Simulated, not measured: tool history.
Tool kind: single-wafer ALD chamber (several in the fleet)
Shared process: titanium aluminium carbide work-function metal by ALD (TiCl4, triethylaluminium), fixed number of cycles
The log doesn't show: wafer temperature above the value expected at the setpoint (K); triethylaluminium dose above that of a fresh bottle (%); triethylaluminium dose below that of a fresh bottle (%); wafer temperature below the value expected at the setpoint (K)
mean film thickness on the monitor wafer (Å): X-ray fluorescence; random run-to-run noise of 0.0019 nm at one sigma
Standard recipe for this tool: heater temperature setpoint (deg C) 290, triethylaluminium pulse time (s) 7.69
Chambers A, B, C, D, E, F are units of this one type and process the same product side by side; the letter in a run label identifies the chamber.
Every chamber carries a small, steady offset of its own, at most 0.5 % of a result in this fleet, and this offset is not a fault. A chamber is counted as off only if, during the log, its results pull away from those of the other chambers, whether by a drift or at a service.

run   hour  heater temperature setpoint (deg C)  triethylaluminium pulse time (s)  hours since the last thermocouple change  hours since the last triethylaluminium bottle change  read-back reference wafer on the same gauge, thickness_nm  mean film thickness on the monitor wafer (Å)
 1C    8.3                                  290                              7.69                                    1718.6                                                 606.7                                                     1.5002                                        18.275
      15.9  -- chamber C: triethylaluminium bottle replaced
 2D   17.4                                  290                              7.69                                     611.6                                                1295.9                                                     1.5002                                        18.416
 3F   27.2                                  290                              7.69                                     806.3                                                1495.4                                                     1.5003                                        18.412
 4B   32.2                                  290                              7.69                                     234.2                                                 500.1                                                     1.5007                                        18.465
 5A   37.0                                  290                              7.69                                     743.3                                                1390.1                                                     1.5008                                        18.468
 6E   46.4                                  290                              7.69                                     248.9                                                 173.4                                                     1.5010                                        18.344
 7F   53.6                                  290                              7.69                                     832.7                                                1521.8                                                     1.5013                                        18.445
 8B   58.5                                  290                              7.69                                     260.5                                                 526.4                                                     1.5009                                        18.460
 9D   65.7                                  290                              7.69                                     659.9                                                1344.2                                                     1.5018                                        18.382
10E   72.2                                  290                              7.69                                     274.7                                                 199.2                                                     1.5019                                        18.368
11A   77.8                                  276                              8.64                                     784.1                                                1430.9                                                     1.5016                                        17.684
12C   84.8                                  276                              8.64                                    1795.1                                                  69.0                                                     1.5015                                        17.476
13A   92.5                                  276                              8.64                                     798.8                                                1445.6                                                     1.5020                                        17.648
14F  102.2                                  276                              8.64                                     881.3                                                1570.4                                                     1.5018                                        17.625
     110.4  -- chamber A: triethylaluminium bottle replaced
15D  112.0                                  276                              8.64                                     706.2                                                1390.5                                                     1.5022                                        17.670
16B  119.8                                  276                              8.64                                     321.8                                                 587.7                                                     1.5025                                        17.649
17C  127.5                                  290                              7.69                                    1837.8                                                 111.7                                                     1.5026                                        18.287
18E  132.6                                  290                              7.69                                     335.1                                                 259.6                                                     1.5029                                        18.364
19D  139.0                                  290                              7.69                                     733.2                                                1417.5                                                     1.5029                                        18.442
20A  143.6                                  290                              7.69                                     849.9                                                  33.3                                                     1.5031                                        18.440
21E  148.1                                  290                              7.69                                     350.6                                                 275.1                                                     1.5031                                        18.395
22B  157.6                                  290                              7.69                                     359.6                                                 625.5                                                     1.5032                                        18.471
23F  164.1                                  290                              7.69                                     943.2                                                1632.3                                                     1.5033                                        18.446
24C  169.4                                  290                              7.69                                    1879.7                                                 153.6                                                     1.5032                                        18.311
25F  175.8                                  290                              7.69                                     954.9                                                1644.0                                                     1.5036                                        18.417
26A  182.0                                  290                              7.69                                     888.3                                                  71.7                                                     1.5040                                        18.464
     190.4  -- chamber F: triethylaluminium bottle replaced
27D  191.1                                  290                              7.69                                     785.3                                                1469.6                                                     1.5040                                        18.408
28E  199.4                                  290                              7.69                                     401.9                                                 326.4                                                     1.5039                                        18.414
29C  206.3                                  290                              7.69                                    1916.6                                                 190.5                                                     1.5043                                        18.297
     208.2  -- chamber A: thermocouple changed; heater temperature recalibrated
30B  210.9                                  290                              7.69                                     412.9                                                 678.8                                                     1.5040                                        18.524
31D  215.4                                  282                              5.54                                     809.6                                                1493.9                                                     1.5045                                        16.263
32A  224.6                                  282                              5.54                                      16.5                                                 114.3                                                     1.5045                                        16.270
33E  231.0                                  282                              5.54                                     433.5                                                 358.0                                                     1.5047                                        16.201
34C  239.6                                  282                              5.54                                    1949.9                                                 223.8                                                     1.5051                                        16.193
35F  245.2                                  282                              5.54                                    1024.3                                                  54.9                                                     1.5052                                        16.302
     245.5  -- chamber D: triethylaluminium bottle replaced
36B  253.7                                  282                              5.54                                     455.7                                                 721.6                                                     1.5052                                        16.303
37D  258.7                                  290                             10.69                                     852.9                                                  13.2                                                     1.5054                                        19.354
     262.6  -- chamber C: thermocouple changed; heater temperature recalibrated
38A  266.3                                  290                             10.69                                      58.2                                                 156.0                                                     1.5056                                        19.369
39F  274.6                                  290                             10.69                                    1053.7                                                  84.3                                                     1.5056                                        19.347
40C  283.6                                  290                             10.69                                      21.0                                                 267.8                                                     1.5057                                        19.236
41B  292.1                                  290                             10.69                                     494.1                                                 760.0                                                     1.5061                                        19.439
42E  298.1                                  290                             10.69                                     500.6                                                 425.1                                                     1.5064                                        19.328

Each of the 6 chambers runs these same settings next. Fill in every chamber's results:
43A  305.3                                  290                              6.36                                                                                                                                                                                                        ?
43B  305.3                                  290                              6.36                                                                                                                                                                                                        ?
43C  305.3                                  290                              6.36                                                                                                                                                                                                        ?
43D  305.3                                  290                              6.36                                                                                                                                                                                                        ?
43E  305.3                                  290                              6.36                                                                                                                                                                                                        ?
43F  305.3                                  290                              6.36                                                                                                                                                                                                        ?

run  mean film thickness on the monitor wafer (Å)
43A                                        17.641
43B                                        17.710
43C                                        17.534
43D                                        17.695
43E                                        17.569
43F                                        17.642
